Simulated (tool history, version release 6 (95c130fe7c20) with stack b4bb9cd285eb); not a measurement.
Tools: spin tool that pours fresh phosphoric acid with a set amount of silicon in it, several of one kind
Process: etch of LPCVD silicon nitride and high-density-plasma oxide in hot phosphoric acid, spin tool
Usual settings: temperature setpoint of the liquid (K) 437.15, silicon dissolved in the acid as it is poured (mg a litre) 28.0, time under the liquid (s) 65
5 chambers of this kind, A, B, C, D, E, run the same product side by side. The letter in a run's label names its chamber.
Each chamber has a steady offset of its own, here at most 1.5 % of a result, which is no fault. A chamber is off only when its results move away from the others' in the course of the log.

run   hour  temperature setpoint of the liquid (K)  silicon dissolved in the acid as it is poured (mg a litre)  time under the liquid (s)  hours since the thermometer was replaced  hours since the dissolved silicon flow meter was replaced  hours since the heated supply line was repaired  read-back film thickness of the LPCVD silicon nitride reference wafer, read on the same gauge (nm)  read-back film thickness of the high-density-plasma oxide reference wafer, read on the same gauge (nm)  thickness taken off the LPCVD silicon nitride on a monitor wafer (nm)  thickness taken off the high-density-plasma oxide on a monitor wafer (nm)
 1D    4.8                                  437.15                                                        28.0                         65                                     553.5                                                      377.7                                            198.2                                                                                              29.997                                                                                                  59.982                                                                 6.9099                                                                    0.16062
 2C    7.8                                  437.15                                                        28.0                         65                                     984.6                                                      603.5                                           1382.1                                                                                              30.035                                                                                                  60.067                                                                 6.9360                                                                    0.18373
 3B   14.2                                  437.15                                                        28.0                         65                                     585.5                                                     1207.2                                            496.6                                                                                              30.040                                                                                                  59.971                                                                 6.9474                                                                    0.17287
 4A   19.4                                  437.15                                                        28.0                         65                                    1181.1                                                      451.4                                             49.2                                                                                              30.045                                                                                                  59.993                                                                 6.8920                                                                    0.17213
 5E   23.3                                  437.15                                                        28.0                         65                                    2198.2                                                     1476.8                                            457.3                                                                                              29.996                                                                                                  59.982                                                                 6.8641                                                                    0.19713
 6C   29.4                                  437.15                                                        28.0                         90                                    1006.2                                                      625.1                                           1403.7                                                                                              29.989                                                                                                  59.965                                                                 9.5692                                                                    0.20883
 7B   34.5                                  437.15                                                        28.0                         90                                     605.8                                                     1227.5                                            516.9                                                                                              29.955                                                                                                  60.042                                                                 9.5039                                                                    0.20697
 8D   38.7                                  437.15                                                        28.0                         90                                     587.4                                                      411.6                                            232.1                                                                                              30.013                                                                                                  59.984                                                                 9.5289                                                                    0.19744
 9E   43.0                                  437.15                                                        28.0                         90                                    2217.9                                                     1496.5                                            477.0                                                                                              30.004                                                                                                  60.002                                                                 9.5340                                                                    0.21884
10A   46.4                                  437.15                                                        28.0                         90                                    1208.1                                                      478.4                                             76.2                                                                                              30.022                                                                                                  59.950                                                                 9.5723                                                                    0.17726
11D   51.2                                  437.15                                                        28.0                         65                                     599.9                                                      424.1                                            244.6                                                                                              30.034                                                                                                  59.992                                                                 6.9111                                                                    0.16345
12A   54.3                                  437.15                                                        28.0                         65                                    1216.0                                                      486.3                                             84.1                                                                                              30.002                                                                                                  60.043                                                                 6.9185                                                                    0.14640
13E   60.1                                  437.15                                                        28.0                         65                                    2235.0                                                     1513.6                                            494.1                                                                                              30.033                                                                                                  59.973                                                                 6.8639                                                                    0.15536
14C   66.6                                  437.15                                                        28.0                         65                                    1043.4                                                      662.3                                           1440.9                                                                                              29.991                                                                                                  59.973                                                                 6.8653                                                                    0.16842
15B   70.4                                  437.15                                                        28.0                         65                                     641.7                                                     1263.4                                            552.8                                                                                              29.982                                                                                                  60.034                                                                 6.8715                                                                    0.13948
16C   75.5                                  439.15                                                        28.0                         90                                    1052.3                                                      671.2                                           1449.8                                                                                              29.992                                                                                                  59.969                                                                10.2800                                                                    0.27545
17E   80.1                                  439.15                                                        28.0                         90                                    2255.0                                                     1533.6                                            514.1                                                                                              30.003                                                                                                  59.929                                                                10.2070                                                                    0.26027
18A   84.5                                  439.15                                                        28.0                         90                                    1246.2                                                      516.5                                            114.3                                                                                              30.020                                                                                                  60.012                                                                10.0920                                                                    0.15652
19D   88.1                                  439.15                                                        28.0                         90                                     636.8                                                      461.0                                            281.5                                                                                              30.013                                                                                                  60.038                                                                10.1780                                                                    0.22021
20B   93.0                                  439.15                                                        28.0                         90                                     664.3                                                     1286.0                                            575.4                                                                                              29.945                                                                                                  60.008                                                                10.2750                                                                    0.26338
21A   97.4                                  437.15                                                         8.0                         65                                    1259.1                                                      529.4                                            127.2                                                                                              30.011                                                                                                  60.037                                                                 6.8830                                                                    0.24678
22B  101.5                                  437.15                                                         8.0                         65                                     672.8                                                     1294.5                                            583.9                                                                                              30.013                                                                                                  59.953                                                                 6.9566                                                                    0.30883
23C  106.3                                  437.15                                                         8.0                         65                                    1083.1                                                      702.0                                           1480.6                                                                                              29.989                                                                                                  59.982                                                                 6.9291                                                                    0.22802
24D  113.0                                  437.15                                                         8.0                         65                                     661.7                                                      485.9                                            306.4                                                                                              30.002                                                                                                  60.010                                                                 6.8935                                                                    0.42357
25E  118.0                                  437.15                                                         8.0                         65                                    2292.9                                                     1571.5                                            552.0                                                                                              29.961                                                                                                  59.999                                                                 6.8946                                                                    0.30079
26C  123.6                                  437.15                                                        28.0                         65                                    1100.4                                                      719.3                                           1497.9                                                                                              29.965                                                                                                  60.029                                                                 6.8380                                                                    0.16950
27A  129.8                                  437.15                                                        16.5                         65                                    1291.5                                                      561.8                                            159.6                                                                                              29.999                                                                                                  60.069                                                                 6.9074                                                                    0.23069
28E  135.7                                  437.15                                                        16.5                         65                                    2310.6                                                     1589.2                                            569.7                                                                                              30.037                                                                                                  60.039                                                                 6.9013                                                                    0.18631
29D  140.3                                  437.15                                                        16.5                         65                                     689.0                                                      513.2                                            333.7                                                                                              29.986                                                                                                  60.036                                                                 6.8355                                                                    0.25799
30B  146.9                                  437.15                                                        16.5                         65                                     718.2                                                     1339.9                                            629.3                                                                                              29.972                                                                                                  59.955                                                                 6.8849                                                                    0.21540
31B  150.1                                  437.15                                                        16.5                         65                                     721.4                                                     1343.1                                            632.5                                                                                              30.004                                                                                                  59.992                                                                 6.9735                                                                    0.16235
32A  156.0                                  437.15                                                        28.0                         65                                    1317.7                                                      588.0                                            185.8                                                                                              30.011                                                                                                  60.009                                                                 6.8912                                                                    0.15246
33D  162.2                                  437.15                                                        28.0                         65                                     710.9                                                      535.1                                            355.6                                                                                              29.994                                                                                                  59.957                                                                 6.9030                                                                    0.11911
34E  167.8                                  437.15                                                        28.0                         65                                    2342.7                                                     1621.3                                            601.8                                                                                              29.990                                                                                                  59.975                                                                 6.8451                                                                    0.16609

All 5 chambers run these settings next. Forecast each chamber's results:
35A  172.8                                  437.15                                                        20.0                         65                                                                                                                                                                                                                                                                                                                                                                                                                                        ?                                                                          ?
35B  172.8                                  437.15                                                        20.0                         65                                                                                                                                                                                                                                                                                                                                                                                                                                        ?                                                                          ?
35C  172.8                                  437.15                                                        20.0                         65                                                                                                                                                                                                                                                                                                                                                                                                                                        ?                                                                          ?
35D  172.8                                  437.15                                                        20.0                         65                                                                                                                                                                                                                                                                                                                                                                                                                                        ?                                                                          ?
35E  172.8                                  437.15                                                        20.0                         65                                                                                                                                                                                                                                                                                                                                                                                                                                        ?                                                                          ?

run  thickness taken off the LPCVD silicon nitride on a monitor wafer (nm)  thickness taken off the high-density-plasma oxide on a monitor wafer (nm)
35A                                                                 6.8943                                                                    0.18586
35B                                                                 6.8914                                                                    0.21668
35C                                                                 6.9074                                                                    0.17487
35D                                                                 6.8508                                                                    0.23091
35E                                                                 6.8875                                                                    0.16817
